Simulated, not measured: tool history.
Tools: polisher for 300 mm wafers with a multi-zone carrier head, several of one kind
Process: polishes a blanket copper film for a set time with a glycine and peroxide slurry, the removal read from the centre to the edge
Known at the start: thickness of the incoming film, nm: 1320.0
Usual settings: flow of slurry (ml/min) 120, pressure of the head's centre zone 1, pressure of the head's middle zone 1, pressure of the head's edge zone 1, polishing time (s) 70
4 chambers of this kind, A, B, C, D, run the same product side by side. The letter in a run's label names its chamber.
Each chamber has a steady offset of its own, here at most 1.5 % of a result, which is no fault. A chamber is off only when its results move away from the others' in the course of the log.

run	hour	flow of slurry (ml/min)	pressure of the head's centre zone	pressure of the head's middle zone	pressure of the head's edge zone	polishing time (s)	film removed at the wafer's centre (angstrom)	film removed at mid-radius (angstrom)	film removed at the wafer's edge (angstrom)
1A	9.5	120	1	1	1	70	4112.3	4134.2	4145
2B	16.3	120	1	1	1	70	4171.9	4164	4195.4
3D	21.9	120	1	1	1	70	4137.6	4248	4214.2
4C	27	120	1	1	1	70	4188.8	4144.8	4179.9
5B	33.9	120	1	1	1	70	4116.7	4145.9	4205
6D	41.4	120	1	0.89	1	62	3649.8	3381	3724.8
# hour 43.6: chamber B: worn pad replaced by a new one
# hour 44.2: chamber A: worn pad replaced by a new one
7C	51	120	1	0.89	1	62	3637.4	3276.2	3698.2
8A	55.4	120	1	0.89	1	62	3675.7	3276.9	3744.3
# hour 60.5: chamber D: slurry nozzle cleaned
9B	62.6	120	1	0.89	1	62	3645.6	3371.2	3730.5
10A	71.8	120	1	1	1	70	4199.5	4094.4	4115.2
# hour 74.9: chamber D: worn pad replaced by a new one
11C	81.4	120	1	1	1	70	4195.3	4089.2	4193.2
# hour 90.3: chamber C: worn pad replaced by a new one
12D	90.5	120	1	1	1.05	70	4052	4217.8	4253.7
13D	99.5	120	1	1	1.05	70	4076.7	4227.2	4326
14B	106.9	120	1	1	1.05	70	4204.5	4132.4	4310.5
15A	113	120	1	1	1.05	70	4131.7	4033.3	4281.3
16C	122.5	120	1	1	1	70	4157.6	4175.4	4181.2
# hour 124.2: chamber A: worn pad replaced by a new one
# hour 129.7: chamber C: centre zone pressure recalibrated
17C	129.8	120	1	1	1	70	3690.7	4241.5	4201.3
# hour 130.4: chamber A: edge zone pressure recalibrated
18B	135.5	120	1	1	1	70	4198.7	4172.9	4142.8
19D	143.8	120	1	1	1	70	4105.3	4267.6	4225.3
20A	152.3	120	1.09	1	1	61	4014.1	3675.6	3622.2
21A	162	120	1.09	1	1	61	3982.1	3696.7	3663.4
# hour 164.7: chamber B: worn pad replaced by a new one
22D	171.5	120	1.09	1	1	61	3946.5	3693.7	3726.8
# hour 172.9: chamber B: edge zone pressure recalibrated
23C	176.1	120	1.09	1	1	61	3582.1	3608.1	3656.9
24B	183.4	120	1	1	1	70	4120.5	4318	4256.6
25B	188.3	120	1	1	1	70	4188	4241.5	4183.4
# hour 191.6: chamber C: worn pad replaced by a new one
26D	198.2	120	1	1	1	70	4169.3	4307.4	4163.5
27C	205.9	120	1	1	1	70	3684.4	4235.5	4180.2
# hour 207.8: chamber A: worn pad replaced by a new one
28A	213.6	120	1	1	0.95	70	4186.2	4280.5	4075.8
# hour 221.4: chamber D: centre zone pressure recalibrated
29B	222.5	120	1	1	0.95	70	4120.2	4099.8	3973.9
30A	227.7	120	1	1	0.95	70	4169	4153.6	4031.5
31C	232.9	120	1	1	0.95	70	3544.1	4140.9	4043
32D	237.4	120	1	1	1	70	4149.1	4152	4175.3
# hour 241.7: chamber C: slurry nozzle cleaned
33C	244	120	1	1	1	70	3688	4139.9	4207.9
34D	251.3	120	1	1	1	70	4209.3	4199.2	4183.4

Is one chamber off against the others, does the gauge drift, or is nothing wrong? If a chamber is off, say which, and what the likeliest cause is.

A service left chamber C off against the others.
Cause: centre zone's pressure below its setpoint, % = 11.8.

Here are 4 candidates for chamber C's next run, each the usual settings with a change, their results left as question marks. Which one brings its results back in line with what the others give on the usual settings?
In line means no further than this from the other chambers' mean on the usual settings: film removed at the wafer's centre (angstrom) 170; film removed at mid-radius (angstrom) 210; film removed at the wafer's edge (angstrom) 150
35C-1	258.4	115	0.91	1.02	1.03	70	?	?	?
35C-2	258.4	125	1.04	0.99	0.99	70	?	?	?
35C-3	258.4	130	1.1	0.97	0.97	71	?	?	?
35C-4	258.4	115	0.96	1.01	1.01	70	?	?	?

The other chambers' mean on the usual settings: film removed at the wafer's centre (angstrom) 4153.3; film removed at mid-radius (angstrom) 4182; film removed at the wafer's edge (angstrom) 4184.3
run	film removed at the wafer's centre (angstrom)	film removed at mid-radius (angstrom)	film removed at the wafer's edge (angstrom)
35C-1	3266.7	4254.1	4235.4
35C-2	3865.1	4218.1	4204.8
35C-3	4207	4234.7	4246
35C-4	3464.4	4215.1	4191.7
35C-3 brings the chamber back in line.
